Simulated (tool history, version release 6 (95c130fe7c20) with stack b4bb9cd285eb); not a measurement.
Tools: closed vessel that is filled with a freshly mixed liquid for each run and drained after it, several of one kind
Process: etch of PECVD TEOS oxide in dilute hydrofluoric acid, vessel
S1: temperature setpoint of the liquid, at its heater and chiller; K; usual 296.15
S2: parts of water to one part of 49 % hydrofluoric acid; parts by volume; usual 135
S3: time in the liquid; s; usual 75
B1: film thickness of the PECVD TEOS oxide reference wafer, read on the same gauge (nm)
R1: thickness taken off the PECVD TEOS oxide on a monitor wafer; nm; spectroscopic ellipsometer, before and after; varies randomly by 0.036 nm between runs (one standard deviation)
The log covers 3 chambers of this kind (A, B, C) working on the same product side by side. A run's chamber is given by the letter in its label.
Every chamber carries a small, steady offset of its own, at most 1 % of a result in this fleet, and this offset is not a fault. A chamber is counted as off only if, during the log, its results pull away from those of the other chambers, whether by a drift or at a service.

run,day,S1,S2,S3,B1,R1
1C,0.433,296.15,135,75,110.00,5.7091
2B,0.788,296.15,135,75,110.02,5.6667
3A,1.175,296.15,135,75,110.01,5.7230
4A,1.433,296.15,135,75,109.98,5.7576
5B,1.950,296.15,135,55,109.98,4.2485
6C,2.308,296.15,135,55,110.03,4.1999
# day 2.429: chamber B: hydrofluoric acid flow meter replaced
7C,2.612,296.15,135,55,110.01,4.1283
8A,3.108,296.15,135,75,110.00,5.8305
9B,3.638,296.15,135,75,110.00,5.6752
10B,4.100,291.15,135,75,109.97,4.7004
11A,4.562,291.15,135,75,109.99,4.7532
12C,4.929,291.15,135,75,110.02,4.5933
13A,5.400,296.15,195,55,109.98,2.7642
14B,5.633,296.15,195,55,110.00,2.7031
15C,6.029,296.15,195,55,110.00,2.7160
16A,6.400,296.15,135,75,109.99,5.8323
17C,6.862,296.15,135,75,110.01,5.6880
18B,7.338,296.15,135,75,110.02,5.6903
19C,7.846,296.15,135,75,109.98,5.6902
20B,8.271,296.15,135,75,109.96,5.7368
21A,8.758,296.15,135,75,110.00,5.9568
22B,9.192,296.15,135,75,110.00,5.6560
23A,9.483,296.15,135,75,110.01,5.9511
24C,9.717,296.15,135,75,110.03,5.6591
25B,10.088,296.15,135,75,110.00,5.7128
26A,10.408,296.15,135,75,109.98,5.9520
27C,10.800,296.15,135,75,109.99,5.6457
28A,11.054,296.15,135,75,110.00,5.9890
29C,11.438,296.15,135,75,110.01,5.6997
30B,11.804,296.15,135,75,110.01,5.7283
31B,12.283,296.15,135,75,109.97,5.6936
32A,12.808,296.15,135,75,110.01,6.0371
33C,13.217,296.15,135,75,110.01,5.6970
34B,13.742,296.15,135,75,109.99,5.7260
35A,14.108,296.15,135,75,110.01,6.0806
36C,14.512,294.65,135,60,110.00,4.2880
37C,14.942,294.65,135,60,110.02,4.2759
38A,15.221,294.65,135,60,109.99,4.6624
39B,15.562,296.15,135,75,109.97,5.6610
40C,16.058,296.15,135,75,109.99,5.6984
41B,16.438,296.15,135,75,109.99,5.7668
42A,16.683,296.15,135,75,110.01,6.1470

Decide between three cases: one chamber stands off from its peers, the gauge reading all wafers drifts, or nothing is wrong past each chamber's small offset. Where a chamber is off, say which and what most likely put it there.

Chamber A drifts away from the others.
Cause: liquid hotter than its thermometer reads (K) = 1.96.
The log may not separate it from: hydrofluoric acid flow above the setpoint (%).

Which of the 4 candidates below, each the usual settings with something changed and its results left as question marks, puts chamber A back in line with what the other chambers give on the usual settings?
Maximum distance from the other chambers' mean on the usual settings for a result to count as in line: R1 0.1300 nm
43A-1,17.067,296.15,145,75,,?
43A-2,17.067,300.65,135,75,,?
43A-3,17.067,291.65,135,75,,?
43A-4,17.067,296.15,125,75,,?

Average result of the remaining chambers running the usual settings: R1 5.6853 nm
run,R1
43A-1,5.6676
43A-2,7.2811
43A-3,5.1614
43A-4,6.7158
The answer is 43A-1, which returns the chamber to within the allowed miss of the others.
